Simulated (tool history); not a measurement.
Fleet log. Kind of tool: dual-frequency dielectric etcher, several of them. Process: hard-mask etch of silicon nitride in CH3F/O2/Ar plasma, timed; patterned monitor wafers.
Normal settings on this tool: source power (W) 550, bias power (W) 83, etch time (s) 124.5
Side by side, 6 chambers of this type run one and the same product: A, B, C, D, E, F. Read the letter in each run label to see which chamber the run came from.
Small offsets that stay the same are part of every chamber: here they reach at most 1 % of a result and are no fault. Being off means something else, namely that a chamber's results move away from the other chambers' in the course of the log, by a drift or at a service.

run,hour,source power (W),bias power (W),etch time (s),"read-back reference wafer on the same gauge, depth_nm",mean etch depth across the wafer (nm)
1B,9.8,550,83,124.5,117.99,102.96
2A,17,550,83,124.5,117.95,102.44
3D,23.4,550,83,124.5,117.94,103.5
4E,31.7,550,83,124.5,117.88,103.26
5C,38.2,550,83,111.5,117.88,92.466
6F,43,550,83,111.5,117.92,91.632
7D,51.2,550,83,111.5,117.84,92.682
8A,57.2,550,83,111.5,117.87,91.901
9F,65.4,550,83,111.5,117.83,91.577
10C,70.7,550,83,111.5,117.81,92.116
11B,75.6,550,83,124.5,117.75,103.3
# hour 81.4: chamber C: bias power generator calibrated
12E,84,550,83,124.5,117.78,103
13E,91,550,83,124.5,117.77,103.33
# hour 91.9: chamber C: wet clean of the chamber
14C,97.3,550,83,124.5,117.81,103.03
15A,104.7,550,83,124.5,117.7,102.3
# hour 106.5: chamber D: wet clean of the chamber
16B,114.4,550,73,124.5,117.7,98.456
17F,118.8,550,73,124.5,117.68,97.7
18D,127,550,73,124.5,117.66,98.689
19E,133.4,550,73,124.5,117.65,98.733
20B,140.5,550,73,124.5,117.65,98.261
21F,144.9,550,73,124.5,117.63,97.84
22C,151.9,550,83,124.5,117.61,102.88
# hour 156.2: chamber A: wet clean of the chamber
23A,160.6,550,83,124.5,117.59,102.22
24D,170.4,550,83,124.5,117.53,103.08
25E,177.7,450,83,124.5,117.56,95.512
26B,184.2,450,83,124.5,117.48,95.345
27C,189.3,450,83,124.5,117.46,95.58
28D,197.8,450,83,124.5,117.46,95.502
29A,204.4,450,83,124.5,117.5,94.798
30F,213.8,450,83,124.5,117.41,94.635
31A,221.6,660,100,124.5,117.4,116.45
32D,226.5,660,100,124.5,117.34,117.57
33B,230.9,660,100,124.5,117.43,117.25
34C,238.6,660,100,124.5,117.36,117.23
35E,243.7,660,100,124.5,117.35,117.87
36F,253.4,660,100,124.5,117.33,116.45
37D,260.2,550,64,142.5,117.33,108.01
38A,265.4,550,64,142.5,117.26,106.85
39C,271.9,550,64,142.5,117.28,107.95

Next, all 6 chambers run the settings below, one line each with question marks for the results. What does each chamber give?
40A,278.9,550,83,124.5,,?
40B,278.9,550,83,124.5,,?
40C,278.9,550,83,124.5,,?
40D,278.9,550,83,124.5,,?
40E,278.9,550,83,124.5,,?
40F,278.9,550,83,124.5,,?

run,mean etch depth across the wafer (nm)
40A,101.47
40B,102.2
40C,102.66
40D,102.84
40E,102.81
40F,102.23
